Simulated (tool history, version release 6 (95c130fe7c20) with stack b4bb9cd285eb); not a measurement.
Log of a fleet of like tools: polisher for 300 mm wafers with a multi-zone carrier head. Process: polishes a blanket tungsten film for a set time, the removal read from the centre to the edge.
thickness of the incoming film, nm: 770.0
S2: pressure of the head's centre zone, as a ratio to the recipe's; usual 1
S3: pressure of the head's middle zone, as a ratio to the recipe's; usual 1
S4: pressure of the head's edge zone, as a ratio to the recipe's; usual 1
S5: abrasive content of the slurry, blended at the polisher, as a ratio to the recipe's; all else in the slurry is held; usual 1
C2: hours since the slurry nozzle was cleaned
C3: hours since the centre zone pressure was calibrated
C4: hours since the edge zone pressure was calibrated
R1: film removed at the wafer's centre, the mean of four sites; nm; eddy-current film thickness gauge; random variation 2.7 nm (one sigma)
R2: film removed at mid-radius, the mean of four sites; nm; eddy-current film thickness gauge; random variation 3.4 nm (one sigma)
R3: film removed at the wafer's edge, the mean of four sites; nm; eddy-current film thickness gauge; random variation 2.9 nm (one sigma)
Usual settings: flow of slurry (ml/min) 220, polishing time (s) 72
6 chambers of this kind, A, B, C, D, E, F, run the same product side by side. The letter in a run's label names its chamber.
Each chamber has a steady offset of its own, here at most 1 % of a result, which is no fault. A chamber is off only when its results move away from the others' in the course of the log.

run 1D hour=4 | flow_of_slurry_(ml/min)=220 S2=1 S3=1 S4=1 S5=1 polishing_time_(s)=72 | wafers_polished_on_this_pad=283 C2=39.8 C3=500 C4=649.1 | R1=256.39 R2=265.64 R3=266.69
run 2B hour=11 | flow_of_slurry_(ml/min)=220 S2=1 S3=1 S4=1 S5=1 polishing_time_(s)=72 | wafers_polished_on_this_pad=104 C2=179.6 C3=343.1 C4=320.8 | R1=259.67 R2=264.05 R3=260.28
-- hour=11.2 chamber F: edge zone pressure recalibrated
-- hour=12 chamber E: worn pad replaced by a new one
run 3C hour=19.8 | flow_of_slurry_(ml/min)=220 S2=1 S3=1 S4=1 S5=1 polishing_time_(s)=72 | wafers_polished_on_this_pad=439 C2=257.3 C3=268.6 C4=113.5 | R1=264.65 R2=263.71 R3=262.5
-- hour=23.3 chamber F: slurry nozzle cleaned
run 4E hour=24.3 | flow_of_slurry_(ml/min)=220 S2=1 S3=1 S4=1 S5=1 polishing_time_(s)=72 | wafers_polished_on_this_pad=96 C2=431.1 C3=528.6 C4=1098.2 | R1=264.12 R2=257.12 R3=265.33
run 5F hour=30.2 | flow_of_slurry_(ml/min)=220 S2=1 S3=1 S4=1 S5=1 polishing_time_(s)=72 | wafers_polished_on_this_pad=624 C2=6.9 C3=83.4 C4=19 | R1=261.06 R2=265.73 R3=269.13
run 6A hour=35.9 | flow_of_slurry_(ml/min)=265 S2=1 S3=1 S4=1 S5=1 polishing_time_(s)=90 | wafers_polished_on_this_pad=928 C2=128.9 C3=1023.1 C4=406.7 | R1=334.34 R2=340.09 R3=329.81
run 7B hour=43.5 | flow_of_slurry_(ml/min)=265 S2=1 S3=1 S4=1 S5=1 polishing_time_(s)=90 | wafers_polished_on_this_pad=359 C2=212.1 C3=375.6 C4=353.3 | R1=334.47 R2=334.22 R3=335.18
run 8D hour=49.9 | flow_of_slurry_(ml/min)=265 S2=1 S3=1 S4=1 S5=1 polishing_time_(s)=90 | wafers_polished_on_this_pad=644 C2=85.7 C3=545.9 C4=695 | R1=334.18 R2=337.31 R3=325.83
run 9A hour=54.9 | flow_of_slurry_(ml/min)=265 S2=1 S3=1 S4=1 S5=1 polishing_time_(s)=90 | wafers_polished_on_this_pad=1078 C2=147.9 C3=1042.1 C4=425.7 | R1=330.16 R2=340.76 R3=337.23
run 10F hour=62.2 | flow_of_slurry_(ml/min)=265 S2=1 S3=1 S4=1 S5=1 polishing_time_(s)=90 | wafers_polished_on_this_pad=875 C2=38.9 C3=115.4 C4=51 | R1=335.29 R2=337.02 R3=331.23
-- hour=67.7 chamber A: worn pad replaced by a new one
run 11C hour=70.8 | flow_of_slurry_(ml/min)=265 S2=1 S3=1 S4=1 S5=1 polishing_time_(s)=90 | wafers_polished_on_this_pad=840 C2=308.3 C3=319.6 C4=164.5 | R1=343.18 R2=335.79 R3=330.01
run 12E hour=77.8 | flow_of_slurry_(ml/min)=220 S2=1 S3=1 S4=1 S5=1 polishing_time_(s)=72 | wafers_polished_on_this_pad=517 C2=484.6 C3=582.1 C4=1151.7 | R1=258.5 R2=258.79 R3=259.08
run 13D hour=86.3 | flow_of_slurry_(ml/min)=220 S2=1 S3=1 S4=1 S5=1 polishing_time_(s)=72 | wafers_polished_on_this_pad=930 C2=122.1 C3=582.3 C4=731.4 | R1=261.46 R2=261.13 R3=260.74
-- hour=90.4 chamber D: worn pad replaced by a new one
run 14F hour=95.2 | flow_of_slurry_(ml/min)=220 S2=1 S3=1 S4=1 S5=1 polishing_time_(s)=72 | wafers_polished_on_this_pad=1134 C2=71.9 C3=148.4 C4=84 | R1=264.24 R2=259.32 R3=261.98
-- hour=100.7 chamber B: worn pad replaced by a new one
run 15C hour=103.7 | flow_of_slurry_(ml/min)=220 S2=1 S3=1 S4=1 S5=1 polishing_time_(s)=72 | wafers_polished_on_this_pad=1099 C2=341.2 C3=352.5 C4=197.4 | R1=264.85 R2=265.08 R3=259.02
run 16A hour=108.1 | flow_of_slurry_(ml/min)=220 S2=1 S3=1 S4=1 S5=1.25 polishing_time_(s)=55 | wafers_polished_on_this_pad=317 C2=201.1 C3=1095.3 C4=478.9 | R1=208.29 R2=211.04 R3=209.6
run 17E hour=114.8 | flow_of_slurry_(ml/min)=220 S2=1 S3=1 S4=1 S5=1.25 polishing_time_(s)=55 | wafers_polished_on_this_pad=807 C2=521.6 C3=619.1 C4=1188.7 | R1=210.33 R2=209.16 R3=212.73
run 18B hour=120.9 | flow_of_slurry_(ml/min)=220 S2=1 S3=1 S4=1 S5=1.25 polishing_time_(s)=55 | wafers_polished_on_this_pad=158 C2=289.5 C3=453 C4=430.7 | R1=210.7 R2=211.43 R3=211.57
-- hour=122 chamber F: worn pad replaced by a new one
run 19D hour=125.8 | flow_of_slurry_(ml/min)=220 S2=1 S3=1 S4=1 S5=1.25 polishing_time_(s)=55 | wafers_polished_on_this_pad=278 C2=161.6 C3=621.8 C4=770.9 | R1=205.97 R2=211.64 R3=212.59
-- hour=130.4 chamber E: centre zone pressure recalibrated
-- hour=131.6 chamber C: worn pad replaced by a new one
run 20C hour=132.2 | flow_of_slurry_(ml/min)=220 S2=1 S3=1 S4=1 S5=1.25 polishing_time_(s)=55 | wafers_polished_on_this_pad=5 C2=369.7 C3=381 C4=225.9 | R1=214.12 R2=209.93 R3=214.24
run 21F hour=140.3 | flow_of_slurry_(ml/min)=220 S2=1 S3=1 S4=1 S5=1.25 polishing_time_(s)=55 | wafers_polished_on_this_pad=144 C2=117 C3=193.5 C4=129.1 | R1=217.07 R2=207.61 R3=212.5
-- hour=145.1 chamber C: centre zone pressure recalibrated
run 22B hour=148.1 | flow_of_slurry_(ml/min)=220 S2=1 S3=1 S4=1 S5=1 polishing_time_(s)=72 | wafers_polished_on_this_pad=372 C2=316.7 C3=480.2 C4=457.9 | R1=256.8 R2=254.44 R3=264.82
run 23E hour=155.3 | flow_of_slurry_(ml/min)=220 S2=1 S3=1 S4=1 S5=1 polishing_time_(s)=72 | wafers_polished_on_this_pad=1126 C2=562.1 C3=25 C4=1229.2 | R1=289.32 R2=259.03 R3=253.46
-- hour=158.4 chamber E: worn pad replaced by a new one
run 24A hour=163.8 | flow_of_slurry_(ml/min)=220 S2=1 S3=1 S4=1 S5=1 polishing_time_(s)=72 | wafers_polished_on_this_pad=755 C2=256.8 C3=1151 C4=534.6 | R1=258.06 R2=264.32 R3=257.42
run 25B hour=172.4 | flow_of_slurry_(ml/min)=220 S2=1 S3=1 S4=1 S5=1 polishing_time_(s)=72 | wafers_polished_on_this_pad=563 C2=341 C3=504.5 C4=482.2 | R1=255.52 R2=261.94 R3=264.44
-- hour=172.6 chamber E: edge zone pressure recalibrated
run 26E hour=180.4 | flow_of_slurry_(ml/min)=220 S2=1 S3=1 S4=1 S5=1 polishing_time_(s)=72 | wafers_polished_on_this_pad=173 C2=587.2 C3=50.1 C4=7.8 | R1=296.55 R2=265.67 R3=262.67
run 27D hour=189 | flow_of_slurry_(ml/min)=180 S2=1 S3=1 S4=1 S5=1 polishing_time_(s)=72 | wafers_polished_on_this_pad=774 C2=224.8 C3=685 C4=834.1 | R1=254.57 R2=247.42 R3=261.2
run 28F hour=195.7 | flow_of_slurry_(ml/min)=180 S2=1 S3=1 S4=1 S5=1 polishing_time_(s)=72 | wafers_polished_on_this_pad=579 C2=172.4 C3=248.9 C4=184.5 | R1=256.96 R2=255.73 R3=262.43
-- hour=199.2 chamber A: worn pad replaced by a new one
run 29A hour=200.5 | flow_of_slurry_(ml/min)=180 S2=1 S3=1 S4=1 S5=1 polishing_time_(s)=72 | wafers_polished_on_this_pad=10 C2=293.5 C3=1187.7 C4=571.3 | R1=252.8 R2=253.35 R3=257.24
run 30C hour=205.7 | flow_of_slurry_(ml/min)=180 S2=1 S3=1 S4=1 S5=1 polishing_time_(s)=72 | wafers_polished_on_this_pad=582 C2=443.2 C3=60.7 C4=299.4 | R1=255.16 R2=254.65 R3=254.68
-- hour=208.4 chamber B: worn pad replaced by a new one
-- hour=211.6 chamber D: centre zone pressure recalibrated
run 31A hour=211.9 | flow_of_slurry_(ml/min)=180 S2=1 S3=1 S4=1 S5=1 polishing_time_(s)=72 | wafers_polished_on_this_pad=100 C2=304.9 C3=1199.1 C4=582.7 | R1=248.06 R2=256.09 R3=256.23
-- hour=216.4 chamber D: worn pad replaced by a new one
-- hour=218 chamber F: centre zone pressure recalibrated
run 32B hour=220.2 | flow_of_slurry_(ml/min)=180 S2=1 S3=1 S4=1 S5=1 polishing_time_(s)=72 | wafers_polished_on_this_pad=92 C2=388.8 C3=552.3 C4=530 | R1=253.04 R2=256.59 R3=252.49
run 33C hour=225.8 | flow_of_slurry_(ml/min)=220 S2=1 S3=1 S4=1 S5=1 polishing_time_(s)=72 | wafers_polished_on_this_pad=740 C2=463.3 C3=80.8 C4=319.5 | R1=266.9 R2=262.49 R3=260.73
run 34E hour=231.5 | flow_of_slurry_(ml/min)=220 S2=1 S3=1 S4=1 S5=1 polishing_time_(s)=72 | wafers_polished_on_this_pad=574 C2=638.3 C3=101.2 C4=58.9 | R1=291.81 R2=259.84 R3=262.58
run 35D hour=236.4 | flow_of_slurry_(ml/min)=220 S2=1 S3=1 S4=1 S5=1 polishing_time_(s)=72 | wafers_polished_on_this_pad=157 C2=272.2 C3=24.9 C4=881.5 | R1=259.91 R2=258.79 R3=260.19
-- hour=237 chamber A: slurry nozzle cleaned
run 36F hour=242.4 | flow_of_slurry_(ml/min)=220 S2=0.95 S3=1 S4=1 S5=1 polishing_time_(s)=72 | wafers_polished_on_this_pad=946 C2=219.1 C3=24.4 C4=231.2 | R1=249.95 R2=256 R3=263.33
run 37A hour=250.7 | flow_of_slurry_(ml/min)=220 S2=0.95 S3=1 S4=1 S5=1 polishing_time_(s)=72 | wafers_polished_on_this_pad=405 C2=13.7 C3=1237.9 C4=621.5 | R1=251.32 R2=261.9 R3=259.87
run 38D hour=259.6 | flow_of_slurry_(ml/min)=220 S2=0.95 S3=1 S4=1 S5=1 polishing_time_(s)=72 | wafers_polished_on_this_pad=339 C2=295.4 C3=48.1 C4=904.7 | R1=251.36 R2=258.95 R3=260.19

Is one chamber off against the others, does the gauge drift, or is nothing wrong? If a chamber is off, say which, and what the likeliest cause is.

A service left chamber E off against the others.
Cause: centre zone's pressure above its setpoint, % = 11.6.

Here are 4 candidates for chamber E's next run, each the usual settings with a change, their results left as question marks. Which one brings its results back in line with what the others give on the usual settings?
In line means no further than this from the other chambers' mean on the usual settings: R1 9.5 nm; R2 12 nm; R3 10 nm
run 39E-1 hour=266 | flow_of_slurry_(ml/min)=215 S2=0.9 S3=1.02 S4=1.03 S5=1 polishing_time_(s)=72 | R1=? R2=? R3=?
run 39E-2 hour=266 | flow_of_slurry_(ml/min)=225 S2=1.04 S3=0.99 S4=0.99 S5=1 polishing_time_(s)=72 | R1=? R2=? R3=?
run 39E-3 hour=266 | flow_of_slurry_(ml/min)=225 S2=1.1 S3=0.98 S4=0.97 S5=1 polishing_time_(s)=72 | R1=? R2=? R3=?
run 39E-4 hour=266 | flow_of_slurry_(ml/min)=215 S2=0.96 S3=1.01 S4=1.01 S5=1 polishing_time_(s)=72 | R1=? R2=? R3=?

The other chambers' mean on the usual settings: R1 261.31 nm; R2 261.74 nm; R3 261.73 nm
run=39E-1 R1=261.19 R2=264.05 R3=262.42
run=39E-2 R1=308.43 R2=258.16 R3=258.36
run=39E-3 R1=327.92 R2=255.64 R3=255.7
run=39E-4 R1=280.56 R2=261.54 R3=259.78
39E-1 brings the chamber back in line.

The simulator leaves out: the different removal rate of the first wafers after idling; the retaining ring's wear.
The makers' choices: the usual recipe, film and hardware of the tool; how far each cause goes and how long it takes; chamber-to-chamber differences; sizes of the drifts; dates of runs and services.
